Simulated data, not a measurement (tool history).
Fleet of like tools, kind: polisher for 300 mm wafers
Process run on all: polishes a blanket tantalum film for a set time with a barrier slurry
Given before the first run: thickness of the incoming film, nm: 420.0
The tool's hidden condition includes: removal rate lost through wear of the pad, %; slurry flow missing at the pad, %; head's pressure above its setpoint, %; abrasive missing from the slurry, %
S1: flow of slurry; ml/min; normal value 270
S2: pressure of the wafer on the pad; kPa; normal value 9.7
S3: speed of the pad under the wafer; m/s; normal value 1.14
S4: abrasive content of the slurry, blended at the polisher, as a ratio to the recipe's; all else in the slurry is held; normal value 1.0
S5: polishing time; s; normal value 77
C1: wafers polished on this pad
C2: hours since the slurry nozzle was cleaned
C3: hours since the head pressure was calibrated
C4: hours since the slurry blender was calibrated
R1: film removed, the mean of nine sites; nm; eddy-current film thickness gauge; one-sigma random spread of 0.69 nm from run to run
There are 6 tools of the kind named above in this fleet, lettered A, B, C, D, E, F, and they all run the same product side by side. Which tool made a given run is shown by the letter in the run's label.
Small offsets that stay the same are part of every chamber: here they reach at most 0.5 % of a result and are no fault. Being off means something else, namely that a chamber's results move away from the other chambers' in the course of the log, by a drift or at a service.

{"day": 0.333, "done": "chamber C: slurry blender recalibrated"}
{"run": "1E", "day": 0.371, "S1": 270, "S2": 9.7, "S3": 1.14, "S4": 1.0, "S5": 77, "C1": 211, "C2": 44.7, "C3": 424.1, "C4": 170.7, "R1": 83.42}
{"run": "2A", "day": 0.662, "S1": 270, "S2": 9.7, "S3": 1.14, "S4": 1.0, "S5": 77, "C1": 944, "C2": 621.2, "C3": 726.9, "C4": 220.3, "R1": 85.325}
{"run": "3F", "day": 1.092, "S1": 270, "S2": 9.7, "S3": 1.14, "S4": 1.0, "S5": 77, "C1": 697, "C2": 214.3, "C3": 810.5, "C4": 72.3, "R1": 84.847}
{"day": 1.271, "done": "chamber A: worn pad replaced by a new one"}
{"day": 1.304, "done": "chamber D: worn pad replaced by a new one"}
{"run": "4C", "day": 1.517, "S1": 270, "S2": 9.7, "S3": 1.14, "S4": 1.0, "S5": 77, "C1": 449, "C2": 233.0, "C3": 471.7, "C4": 28.5, "R1": 85.131}
{"run": "5D", "day": 1.8, "S1": 270, "S2": 9.7, "S3": 1.14, "S4": 1.0, "S5": 77, "C1": 85, "C2": 494.2, "C3": 970.3, "C4": 52.1, "R1": 85.928}
{"day": 1.821, "done": "chamber B: worn pad replaced by a new one"}
{"run": "6B", "day": 2.004, "S1": 270, "S2": 9.7, "S3": 1.14, "S4": 1.0, "S5": 77, "C1": 32, "C2": 304.6, "C3": 505.5, "C4": 180.7, "R1": 86.246}
{"day": 2.012, "done": "chamber E: worn pad replaced by a new one"}
{"run": "7C", "day": 2.458, "S1": 270, "S2": 9.7, "S3": 1.14, "S4": 1.0, "S5": 77, "C1": 611, "C2": 255.6, "C3": 494.3, "C4": 51.1, "R1": 84.966}
{"day": 2.754, "done": "chamber A: slurry nozzle cleaned"}
{"day": 2.762, "done": "chamber C: slurry nozzle cleaned"}
{"run": "8E", "day": 2.921, "S1": 270, "S2": 9.7, "S3": 1.14, "S4": 1.0, "S5": 77, "C1": 156, "C2": 105.9, "C3": 485.3, "C4": 231.9, "R1": 84.998}
{"run": "9F", "day": 3.3, "S1": 270, "S2": 9.7, "S3": 1.14, "S4": 1.0, "S5": 77, "C1": 1077, "C2": 267.3, "C3": 863.5, "C4": 125.3, "R1": 85.978}
{"day": 3.612, "done": "chamber C: worn pad replaced by a new one"}
{"run": "10A", "day": 3.746, "S1": 270, "S2": 9.7, "S3": 1.14, "S4": 1.0, "S5": 77, "C1": 425, "C2": 23.9, "C3": 800.9, "C4": 294.3, "R1": 85.73}
{"day": 3.754, "done": "chamber A: slurry blender recalibrated"}
{"run": "11D", "day": 4.158, "S1": 270, "S2": 9.7, "S3": 1.14, "S4": 1.0, "S5": 77, "C1": 490, "C2": 550.8, "C3": 1026.9, "C4": 108.7, "R1": 84.372}
{"day": 4.333, "done": "chamber F: worn pad replaced by a new one"}
{"run": "12B", "day": 4.488, "S1": 270, "S2": 9.7, "S3": 1.14, "S4": 1.0, "S5": 77, "C1": 458, "C2": 364.2, "C3": 565.1, "C4": 240.3, "R1": 85.154}
{"day": 4.6, "done": "chamber B: worn pad replaced by a new one"}
{"run": "13D", "day": 4.908, "S1": 270, "S2": 9.7, "S3": 1.14, "S4": 1.0, "S5": 77, "C1": 619, "C2": 568.8, "C3": 1044.9, "C4": 126.7, "R1": 84.339}
{"day": 5.004, "done": "chamber E: worn pad replaced by a new one"}
{"run": "14B", "day": 5.183, "S1": 270, "S2": 9.7, "S3": 1.14, "S4": 1.0, "S5": 77, "C1": 100, "C2": 380.9, "C3": 581.8, "C4": 257.0, "R1": 85.691}
{"run": "15A", "day": 5.621, "S1": 270, "S2": 9.7, "S3": 1.14, "S4": 1.0, "S5": 77, "C1": 747, "C2": 68.9, "C3": 845.9, "C4": 44.8, "R1": 85.597}
{"day": 5.733, "done": "chamber C: head pressure recalibrated"}
{"day": 5.788, "done": "chamber E: slurry blender recalibrated"}
{"day": 5.808, "done": "chamber B: slurry nozzle cleaned"}
{"run": "16C", "day": 6.012, "S1": 270, "S2": 9.7, "S3": 1.14, "S4": 1.0, "S5": 77, "C1": 412, "C2": 78.1, "C3": 6.7, "C4": 136.4, "R1": 85.06}
{"run": "17E", "day": 6.442, "S1": 270, "S2": 9.7, "S3": 1.14, "S4": 1.0, "S5": 77, "C1": 247, "C2": 190.4, "C3": 569.8, "C4": 15.7, "R1": 85.407}
{"day": 6.604, "done": "chamber D: worn pad replaced by a new one"}
{"day": 6.654, "done": "chamber D: head pressure recalibrated"}
{"day": 6.742, "done": "chamber A: worn pad replaced by a new one"}
{"run": "18F", "day": 6.896, "S1": 270, "S2": 9.7, "S3": 1.14, "S4": 1.0, "S5": 77, "C1": 440, "C2": 353.6, "C3": 949.8, "C4": 211.6, "R1": 85.09}
{"run": "19E", "day": 7.296, "S1": 270, "S2": 9.7, "S3": 1.14, "S4": 1.0, "S5": 77, "C1": 393, "C2": 210.9, "C3": 590.3, "C4": 36.2, "R1": 85.313}
{"run": "20D", "day": 7.55, "S1": 270, "S2": 9.7, "S3": 1.14, "S4": 1.0, "S5": 77, "C1": 162, "C2": 632.2, "C3": 21.5, "C4": 190.1, "R1": 94.482}
{"day": 7.771, "done": "chamber B: worn pad replaced by a new one"}
{"run": "21B", "day": 7.838, "S1": 270, "S2": 9.7, "S3": 1.14, "S4": 1.0, "S5": 77, "C1": 12, "C2": 48.7, "C3": 645.5, "C4": 320.7, "R1": 86.019}
{"day": 7.879, "done": "chamber C: worn pad replaced by a new one"}
{"day": 7.967, "done": "chamber E: worn pad replaced by a new one"}
{"run": "22F", "day": 8.104, "S1": 270, "S2": 9.7, "S3": 1.14, "S4": 1.0, "S5": 77, "C1": 647, "C2": 382.6, "C3": 978.8, "C4": 240.6, "R1": 86.975}
{"run": "23C", "day": 8.358, "S1": 270, "S2": 9.7, "S3": 1.14, "S4": 1.0, "S5": 77, "C1": 82, "C2": 134.4, "C3": 63.0, "C4": 192.7, "R1": 85.811}
{"day": 8.483, "done": "chamber F: slurry nozzle cleaned"}
{"run": "24A", "day": 8.588, "S1": 270, "S2": 9.7, "S3": 1.14, "S4": 1.0, "S5": 77, "C1": 317, "C2": 140.1, "C3": 917.1, "C4": 116.0, "R1": 85.706}
{"run": "25A", "day": 8.962, "S1": 270, "S2": 9.7, "S3": 1.14, "S4": 1.0, "S5": 77, "C1": 381, "C2": 149.1, "C3": 926.1, "C4": 125.0, "R1": 84.962}
{"run": "26D", "day": 9.238, "S1": 270, "S2": 9.7, "S3": 1.14, "S4": 1.0, "S5": 77, "C1": 452, "C2": 672.7, "C3": 62.0, "C4": 230.6, "R1": 95.893}
{"run": "27C", "day": 9.621, "S1": 270, "S2": 9.7, "S3": 1.14, "S4": 1.0, "S5": 51, "C1": 299, "C2": 164.7, "C3": 93.3, "C4": 223.0, "R1": 55.887}
{"run": "28B", "day": 10.062, "S1": 270, "S2": 9.7, "S3": 1.14, "S4": 1.0, "S5": 51, "C1": 394, "C2": 102.1, "C3": 698.9, "C4": 374.1, "R1": 56.044}
{"day": 10.188, "done": "chamber E: head pressure recalibrated"}
{"run": "29E", "day": 10.358, "S1": 270, "S2": 9.7, "S3": 1.14, "S4": 1.0, "S5": 51, "C1": 411, "C2": 284.4, "C3": 4.1, "C4": 109.7, "R1": 56.059}
{"run": "30F", "day": 10.746, "S1": 270, "S2": 9.7, "S3": 1.14, "S4": 1.0, "S5": 51, "C1": 1101, "C2": 54.3, "C3": 1042.2, "C4": 304.0, "R1": 57.106}
{"day": 11.004, "done": "chamber D: slurry blender recalibrated"}
{"run": "31E", "day": 11.179, "S1": 270, "S2": 9.7, "S3": 1.14, "S4": 1.0, "S5": 51, "C1": 552, "C2": 304.1, "C3": 23.8, "C4": 129.4, "R1": 56.869}
{"day": 11.362, "done": "chamber B: worn pad replaced by a new one"}
{"run": "32B", "day": 11.5, "S1": 270, "S2": 9.7, "S3": 1.14, "S4": 1.0, "S5": 51, "C1": 24, "C2": 136.6, "C3": 733.4, "C4": 408.6, "R1": 56.381}
{"day": 11.7, "done": "chamber E: worn pad replaced by a new one"}
{"run": "33F", "day": 11.704, "S1": 270, "S2": 9.7, "S3": 1.14, "S4": 1.0, "S5": 77, "C1": 1265, "C2": 77.3, "C3": 1065.2, "C4": 327.0, "R1": 84.675}
{"run": "34C", "day": 12.021, "S1": 270, "S2": 9.7, "S3": 1.14, "S4": 1.0, "S5": 77, "C1": 711, "C2": 222.3, "C3": 150.9, "C4": 280.6, "R1": 84.693}
{"day": 12.029, "done": "chamber D: worn pad replaced by a new one"}
{"day": 12.042, "done": "chamber A: worn pad replaced by a new one"}
{"day": 12.092, "done": "chamber D: slurry nozzle cleaned"}
{"run": "35D", "day": 12.467, "S1": 270, "S2": 9.7, "S3": 1.14, "S4": 1.0, "S5": 77, "C1": 75, "C2": 9.1, "C3": 139.5, "C4": 35.1, "R1": 94.526}
{"run": "36A", "day": 12.838, "S1": 270, "S2": 9.7, "S3": 1.14, "S4": 1.0, "S5": 77, "C1": 137, "C2": 242.1, "C3": 1019.1, "C4": 218.0, "R1": 85.302}
{"run": "37A", "day": 13.05, "S1": 270, "S2": 9.7, "S3": 1.14, "S4": 0.7, "S5": 61, "C1": 173, "C2": 247.2, "C3": 1024.2, "C4": 223.1, "R1": 59.717}
{"day": 13.238, "done": "chamber C: worn pad replaced by a new one"}
{"day": 13.275, "done": "chamber C: slurry nozzle cleaned"}
{"run": "38E", "day": 13.479, "S1": 270, "S2": 9.7, "S3": 1.14, "S4": 0.7, "S5": 61, "C1": 305, "C2": 359.3, "C3": 79.0, "C4": 184.6, "R1": 60.239}
{"run": "39C", "day": 13.871, "S1": 270, "S2": 9.7, "S3": 1.14, "S4": 0.7, "S5": 61, "C1": 109, "C2": 14.4, "C3": 195.3, "C4": 325.0, "R1": 60.922}

Does one chamber stand apart from the rest, does the shared gauge drift, or is all well apart from small per-chamber offsets? Give the chamber and the most likely cause, where there is one.

A service on chamber D put it out of line with the rest.
Likeliest cause: head's pressure above its setpoint, % = 11.2.

Chamber D could run next with any of the 4 candidate recipes listed below; each alters the usual settings, and their results appear as question marks. Which one brings its results back in line with what the other chambers deliver on the usual settings?
To be in line, a result may differ from the other chambers' mean on the usual settings by at most: R1 2.400 nm
{"run": "40D-1", "day": 14.204, "S1": 270, "S2": 9.7, "S3": 1.14, "S4": 1.0, "S5": 86, "R1": "?"}
{"run": "40D-2", "day": 14.204, "S1": 270, "S2": 10.3, "S3": 1.22, "S4": 1.0, "S5": 82, "R1": "?"}
{"run": "40D-3", "day": 14.204, "S1": 270, "S2": 9.0, "S3": 1.1, "S4": 1.0, "S5": 77, "R1": "?"}
{"run": "40D-4", "day": 14.204, "S1": 270, "S2": 9.0, "S3": 1.06, "S4": 1.0, "S5": 72, "R1": "?"}

On the usual settings, the other chambers give on average: R1 85.028 nm
run=40D-1 R1=106.010
run=40D-2 R1=115.970
run=40D-3 R1=84.966
run=40D-4 R1=76.578
40D-3 puts the chamber back in line with the other chambers.
